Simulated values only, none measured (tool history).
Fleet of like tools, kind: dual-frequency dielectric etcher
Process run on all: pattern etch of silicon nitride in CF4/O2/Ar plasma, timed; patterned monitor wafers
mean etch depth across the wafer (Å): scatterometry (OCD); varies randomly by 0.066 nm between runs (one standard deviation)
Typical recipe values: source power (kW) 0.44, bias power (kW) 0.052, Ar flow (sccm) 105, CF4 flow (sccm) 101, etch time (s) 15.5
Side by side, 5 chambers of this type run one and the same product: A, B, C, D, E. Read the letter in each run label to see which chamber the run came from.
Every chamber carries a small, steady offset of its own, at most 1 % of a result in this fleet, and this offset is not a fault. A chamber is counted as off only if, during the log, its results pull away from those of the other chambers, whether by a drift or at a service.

| run | day | source power (kW) | bias power (kW) | Ar flow (sccm) | CF4 flow (sccm) | etch time (s) | read-back reference wafer on the same gauge, depth_nm | mean etch depth across the wafer (Å) |
|---|---|---|---|---|---|---|---|---|
| 1C | 0.383 | 0.44 | 0.052 | 105 | 101 | 15.5 | 25.996 | 265.93 |
| 2D | 0.771 | 0.44 | 0.052 | 105 | 101 | 15.5 | 26.003 | 264.84 |
| 3A | 1.329 | 0.44 | 0.052 | 105 | 101 | 15.5 | 25.996 | 268.83 |
| 4E | 1.667 | 0.44 | 0.052 | 105 | 101 | 15.5 | 26.004 | 266.96 |
|  | 2.15 | chamber B: wet clean of the chamber |
| 5B | 2.229 | 0.44 | 0.052 | 105 | 101 | 15.5 | 25.991 | 265.07 |
|  | 2.275 | chamber D: wet clean of the chamber |
| 6A | 2.817 | 0.44 | 0.052 | 105 | 101 | 15.5 | 25.993 | 269.29 |
| 7C | 3.383 | 0.44 | 0.052 | 105 | 101 | 15.5 | 26.004 | 266.53 |
| 8D | 3.908 | 0.44 | 0.052 | 105 | 101 | 15.5 | 25.986 | 266.96 |
| 9B | 4.433 | 0.55 | 0.052 | 105 | 101 | 15.5 | 25.981 | 322.91 |
| 10E | 4.75 | 0.55 | 0.052 | 105 | 101 | 15.5 | 26.012 | 324.57 |
|  | 4.862 | chamber E: wet clean of the chamber |
| 11E | 5.329 | 0.55 | 0.052 | 105 | 101 | 15.5 | 26.004 | 323.76 |
| 12C | 5.842 | 0.55 | 0.052 | 105 | 101 | 15.5 | 25.996 | 324.5 |
|  | 6.046 | chamber A: wet clean of the chamber |
| 13B | 6.346 | 0.55 | 0.052 | 105 | 101 | 15.5 | 25.993 | 321.09 |
| 14D | 6.638 | 0.44 | 0.052 | 105 | 101 | 15.5 | 26.006 | 264.9 |
|  | 6.833 | chamber C: source power generator calibrated |
| 15A | 6.971 | 0.44 | 0.052 | 105 | 101 | 15.5 | 25.996 | 268.47 |
| 16D | 7.521 | 0.44 | 0.052 | 105 | 101 | 15.5 | 26.014 | 265.72 |
| 17B | 8.121 | 0.44 | 0.052 | 105 | 101 | 15.5 | 26.002 | 266.45 |
| 18E | 8.596 | 0.54 | 0.052 | 105 | 101 | 15.5 | 25.981 | 317.37 |
| 19C | 9.188 | 0.54 | 0.052 | 105 | 101 | 15.5 | 26.021 | 310.04 |
|  | 9.412 | chamber B: source power generator calibrated |
| 20A | 9.475 | 0.54 | 0.052 | 105 | 101 | 15.5 | 26.01 | 319.37 |
| 21C | 9.838 | 0.54 | 0.052 | 105 | 101 | 15.5 | 26.003 | 311.21 |
| 22D | 10.433 | 0.54 | 0.052 | 105 | 101 | 15.5 | 25.988 | 316.68 |
| 23B | 10.7 | 0.44 | 0.052 | 105 | 101 | 15.5 | 25.988 | 265.12 |
| 24E | 11.246 | 0.44 | 0.052 | 105 | 101 | 15.5 | 25.995 | 264.75 |
| 25A | 11.796 | 0.53 | 0.052 | 105 | 101 | 18.5 | 25.994 | 377.4 |
| 26D | 12.175 | 0.53 | 0.052 | 105 | 101 | 18.5 | 26.009 | 373.42 |
| 27E | 12.721 | 0.53 | 0.052 | 105 | 101 | 18.5 | 25.995 | 374.94 |
| 28A | 12.988 | 0.53 | 0.052 | 105 | 101 | 18.5 | 26.008 | 376.4 |
| 29B | 13.338 | 0.53 | 0.052 | 105 | 101 | 18.5 | 26.012 | 374.05 |
| 30C | 13.771 | 0.44 | 0.052 | 105 | 101 | 15.5 | 25.997 | 258.97 |
| 31D | 14.183 | 0.44 | 0.052 | 105 | 101 | 15.5 | 26.006 | 266.78 |
| 32C | 14.779 | 0.44 | 0.052 | 105 | 101 | 15.5 | 25.98 | 259.72 |
| 33E | 15.317 | 0.44 | 0.052 | 105 | 101 | 15.5 | 26.007 | 265.88 |

One chamber off, gauge drift, or nothing amiss beyond the chambers' own small offsets? If it is a chamber, which one, and what is the likeliest cause?

Chamber C came out of a service off from its peers and stayed that way.
Most likely cause: source power that arrives under what is set, % = 3.44.

Which of the 4 candidates below, each the usual settings with something changed and its results left as question marks, puts chamber C back in line with what the other chambers give on the usual settings?
A result is in line if it is within this distance of the other chambers' mean on the usual settings: mean etch depth across the wafer (Å) 2.3
| 34C-1 | 15.75 | 0.44 | 0.051 | 105 | 100 | 15.5 |  | ? |
| 34C-2 | 15.75 | 0.44 | 0.053 | 105 | 101 | 15.5 |  | ? |
| 34C-3 | 15.75 | 0.45 | 0.053 | 105 | 101 | 15.5 |  | ? |
| 34C-4 | 15.75 | 0.44 | 0.052 | 117 | 90 | 15.5 |  | ? |

The other chambers' mean on the usual settings: mean etch depth across the wafer (Å) 266.52
| run | mean etch depth across the wafer (Å) |
|---|---|
| 34C-1 | 257.15 |
| 34C-2 | 261.29 |
| 34C-3 | 266.45 |
| 34C-4 | 252.14 |
It is 34C-3 that realigns the chamber with its peers.
